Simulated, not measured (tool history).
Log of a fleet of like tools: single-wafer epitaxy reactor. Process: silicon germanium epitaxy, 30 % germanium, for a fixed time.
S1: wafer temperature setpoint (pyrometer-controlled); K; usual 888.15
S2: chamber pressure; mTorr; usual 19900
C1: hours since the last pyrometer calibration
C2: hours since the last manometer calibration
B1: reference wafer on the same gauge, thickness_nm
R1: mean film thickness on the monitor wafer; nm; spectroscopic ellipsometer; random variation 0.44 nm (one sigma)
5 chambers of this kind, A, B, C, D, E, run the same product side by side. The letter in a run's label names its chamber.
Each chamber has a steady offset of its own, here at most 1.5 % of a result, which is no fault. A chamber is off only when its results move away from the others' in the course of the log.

run 1E hour=3.2 | S1=888.15 S2=19900 | C1=426.7 C2=1941.3 | B1=84.464 | R1=76.916
run 2D hour=6.6 | S1=888.15 S2=19900 | C1=1014.4 C2=58.0 | B1=84.489 | R1=77.067
run 3C hour=10.5 | S1=888.15 S2=19900 | C1=1542.1 C2=927.5 | B1=84.477 | R1=77.942
run 4A hour=13.2 | S1=888.15 S2=19900 | C1=1810.0 C2=877.3 | B1=84.535 | R1=76.952
run 5B hour=15.7 | S1=888.15 S2=24400 | C1=812.2 C2=2396.5 | B1=84.499 | R1=82.746
run 6D hour=20.1 | S1=888.15 S2=24400 | C1=1027.9 C2=71.5 | B1=84.518 | R1=84.235
run 7E hour=24.4 | S1=888.15 S2=24400 | C1=447.9 C2=1962.5 | B1=84.418 | R1=83.600
run 8C hour=26.8 | S1=888.15 S2=24400 | C1=1558.4 C2=943.8 | B1=84.545 | R1=84.430
run 9B hour=30.0 | S1=888.15 S2=24400 | C1=826.5 C2=2410.8 | B1=84.523 | R1=83.191
run 10A hour=32.2 | S1=888.15 S2=19900 | C1=1829.0 C2=896.3 | B1=84.456 | R1=76.470
-- hour=34.9 chamber E: capacitance manometer re-zeroed and calibrated
run 11E hour=35.6 | S1=888.15 S2=19900 | C1=459.1 C2=0.8 | B1=84.461 | R1=77.337
run 12D hour=38.3 | S1=888.15 S2=19900 | C1=1046.1 C2=89.7 | B1=84.582 | R1=76.563
run 13C hour=41.3 | S1=888.15 S2=19900 | C1=1572.9 C2=958.3 | B1=84.584 | R1=78.448
run 14A hour=45.7 | S1=888.15 S2=19900 | C1=1842.5 C2=909.8 | B1=84.501 | R1=77.178
run 15B hour=50.0 | S1=888.15 S2=19900 | C1=846.5 C2=2430.8 | B1=84.544 | R1=75.545
run 16D hour=52.5 | S1=888.15 S2=19900 | C1=1060.3 C2=103.9 | B1=84.440 | R1=76.905
run 17C hour=56.2 | S1=888.15 S2=19900 | C1=1587.8 C2=973.2 | B1=84.517 | R1=78.857
run 18B hour=58.7 | S1=888.15 S2=19900 | C1=855.2 C2=2439.5 | B1=84.602 | R1=75.390
run 19E hour=61.7 | S1=888.15 S2=19900 | C1=485.2 C2=26.9 | B1=84.379 | R1=78.958
run 20A hour=65.4 | S1=888.15 S2=19900 | C1=1862.2 C2=929.5 | B1=84.473 | R1=76.618
run 21D hour=68.9 | S1=888.15 S2=19900 | C1=1076.7 C2=120.3 | B1=84.501 | R1=75.998
run 22A hour=71.7 | S1=888.15 S2=19900 | C1=1868.5 C2=935.8 | B1=84.549 | R1=76.679
run 23E hour=76.0 | S1=888.15 S2=19900 | C1=499.5 C2=41.2 | B1=84.531 | R1=78.963
run 24B hour=79.1 | S1=888.15 S2=19900 | C1=875.6 C2=2459.9 | B1=84.533 | R1=76.089
run 25C hour=81.6 | S1=888.15 S2=19900 | C1=1613.2 C2=998.6 | B1=84.452 | R1=78.344
run 26A hour=84.6 | S1=888.15 S2=19900 | C1=1881.4 C2=948.7 | B1=84.535 | R1=76.424
run 27E hour=88.6 | S1=888.15 S2=19900 | C1=512.1 C2=53.8 | B1=84.586 | R1=80.221
run 28B hour=91.7 | S1=888.15 S2=19900 | C1=888.2 C2=2472.5 | B1=84.650 | R1=75.656
run 29C hour=95.8 | S1=888.15 S2=19900 | C1=1627.4 C2=1012.8 | B1=84.563 | R1=78.177
run 30D hour=98.1 | S1=888.15 S2=19900 | C1=1105.9 C2=149.5 | B1=84.573 | R1=77.042
run 31D hour=101.8 | S1=879.15 S2=19900 | C1=1109.6 C2=153.2 | B1=84.601 | R1=65.482
run 32C hour=104.5 | S1=879.15 S2=19900 | C1=1636.1 C2=1021.5 | B1=84.493 | R1=66.197

What goes on in this fleet: one chamber off, a drifting gauge, or nothing beyond the chambers' own small offsets? Name the chamber and the cause, if any.

Chamber E drifts away from the others.
Cause: wafer temperature above the value expected at the setpoint (K) = 2.46.

Here are 4 candidates for chamber E's next run, each the usual settings with a change, their results left as question marks. Which one brings its results back in line with what the others give on the usual settings?
In line means no further than this from the other chambers' mean on the usual settings: R1 1.500 nm
run 33E-1 hour=107.7 | S1=888.15 S2=20600 | R1=?
run 33E-2 hour=107.7 | S1=888.15 S2=17400 | R1=?
run 33E-3 hour=107.7 | S1=887.15 S2=19800 | R1=?
run 33E-4 hour=107.7 | S1=888.15 S2=22400 | R1=?

The other chambers' mean on the usual settings: R1 76.861 nm
run=33E-1 R1=81.723
run=33E-2 R1=76.454
run=33E-3 R1=79.031
run=33E-4 R1=84.475
33E-2 brings the chamber back in line.
